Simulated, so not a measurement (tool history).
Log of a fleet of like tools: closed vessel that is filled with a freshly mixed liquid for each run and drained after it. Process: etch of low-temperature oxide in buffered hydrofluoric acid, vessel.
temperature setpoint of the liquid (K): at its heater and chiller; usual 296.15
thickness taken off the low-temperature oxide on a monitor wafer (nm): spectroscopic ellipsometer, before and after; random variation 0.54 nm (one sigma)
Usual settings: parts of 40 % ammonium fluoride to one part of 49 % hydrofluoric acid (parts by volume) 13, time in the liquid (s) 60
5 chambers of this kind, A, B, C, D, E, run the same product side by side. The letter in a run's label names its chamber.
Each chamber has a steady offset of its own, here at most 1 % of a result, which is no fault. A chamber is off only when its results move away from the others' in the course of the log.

run   hour  temperature setpoint of the liquid (K)  parts of 40 % ammonium fluoride to one part of 49 % hydrofluoric acid (parts by volume)  time in the liquid (s)  hours since the thermometer was replaced  hours since the hydrofluoric acid flow meter was replaced  read-back film thickness of the low-temperature oxide reference wafer, read on the same gauge (nm)  thickness taken off the low-temperature oxide on a monitor wafer (nm)
 1D    8.6                                  296.15                                                                                       13                      60                                     906.9                                                     1186.4                                                                                              99.994                                                                 131.36
 2A     18                                  296.15                                                                                       13                      60                                    1259.5                                                      155.3                                                                                               99.97                                                                 132.45
 3E   30.3                                  296.15                                                                                       13                      60                                    1064.9                                                      501.6                                                                                              99.983                                                                 131.41
 4C   36.4                                  296.15                                                                                       13                      60                                     604.7                                                      636.5                                                                                              99.975                                                                 132.67
 5B   46.6                                  296.15                                                                                       13                      60                                    1276.5                                                      510.9                                                                                              100.01                                                                 133.16
 6A   59.5                                  296.15                                                                                       13                      60                                      1301                                                      196.8                                                                                              100.01                                                                  132.8
 7B   65.8                                  296.15                                                                                       13                      60                                    1295.7                                                      530.1                                                                                              100.01                                                                 132.47
 8D   78.1                                  296.15                                                                                       13                      60                                     976.4                                                     1255.9                                                                                              100.03                                                                 131.15
 9C   84.7                                  296.15                                                                                       13                      60                                       653                                                      684.8                                                                                              100.03                                                                 132.63
10E     97                                  296.15                                                                                       13                      60                                    1131.6                                                      568.3                                                                                              99.964                                                                  131.3
11B  105.4                                  296.15                                                                                       13                      60                                    1335.3                                                      569.7                                                                                              100.01                                                                  131.8
12E  116.1                                  291.15                                                                                       13                      50                                    1150.7                                                      587.4                                                                                              100.01                                                                 82.844
13D  128.6                                  291.15                                                                                       13                      50                                    1026.9                                                     1306.4                                                                                              99.963                                                                 83.111
14C  138.4                                  291.15                                                                                       13                      50                                     706.7                                                      738.5                                                                                              99.991                                                                 84.054
15A  150.7                                  291.15                                                                                       13                      50                                    1392.2                                                        288                                                                                              100.01                                                                 82.401
16C  158.4                                  291.15                                                                                       13                      50                                     726.7                                                      758.5                                                                                              100.01                                                                 83.885
17D  169.8                                  296.15                                                                                       13                      60                                    1068.1                                                     1347.6                                                                                              100.03                                                                 132.06
18B  179.1                                  296.15                                                                                       13                      60                                      1409                                                      643.4                                                                                              99.967                                                                 133.06
19E  190.4                                  296.15                                                                                       13                      60                                      1225                                                      661.7                                                                                              99.989                                                                 130.68
     192.2  -- chamber D: thermometer replaced
20A  203.5                                  296.15                                                                                       13                      60                                      1445                                                      340.8                                                                                              99.967                                                                 132.01
21E    215                                  296.15                                                                                       13                      60                                    1249.6                                                      686.3                                                                                              100.04                                                                 131.49
22C  224.7                                  296.15                                                                                       13                      60                                       793                                                      824.8                                                                                               99.98                                                                 133.51
23D  235.8                                  292.15                                                                                       13                      75                                      43.6                                                     1413.6                                                                                              99.995                                                                 131.93
24A  246.2                                  292.15                                                                                       13                      75                                    1487.7                                                      383.5                                                                                              100.03                                                                 132.71
25B  253.3                                  292.15                                                                                       13                      75                                    1483.2                                                      717.6                                                                                              100.01                                                                 132.36
26D  263.8                                  292.15                                                                                       13                      75                                      71.6                                                     1441.6                                                                                              100.02                                                                 131.71
27A  271.8                                  292.15                                                                                       13                      75                                    1513.3                                                      409.1                                                                                              100.01                                                                 132.77
28E  277.7                                  296.15                                                                                       13                      60                                    1312.3                                                        749                                                                                              100.02                                                                 131.66
29B    291                                  296.15                                                                                       13                      60                                    1520.9                                                      755.3                                                                                              99.994                                                                 132.33
30C    298                                  296.15                                                                                       13                      60                                     866.3                                                      898.1                                                                                              100.04                                                                 132.72
31C  309.2                                  296.15                                                                                       13                      60                                     877.5                                                      909.3                                                                                              99.951                                                                 132.22
32A  318.1                                  296.15                                                                                       13                      60                                    1559.6                                                      455.4                                                                                              99.982                                                                 131.43
33E  330.9                                  296.15                                                                                       13                      60                                    1365.5                                                      802.2                                                                                              99.984                                                                 131.13
34B  342.6                                  296.15                                                                                      8.5                      60                                    1572.5                                                      806.9                                                                                              100.05                                                                 195.42
35D  349.6                                  296.15                                                                                      8.5                      60                                     157.4                                                     1527.4                                                                                               99.99                                                                 193.85

Is one chamber off against the others, does the gauge drift, or is nothing wrong? If a chamber is off, say which, and what the likeliest cause is.

No chamber stands off beyond its own small offset, and the gauge holds steady.
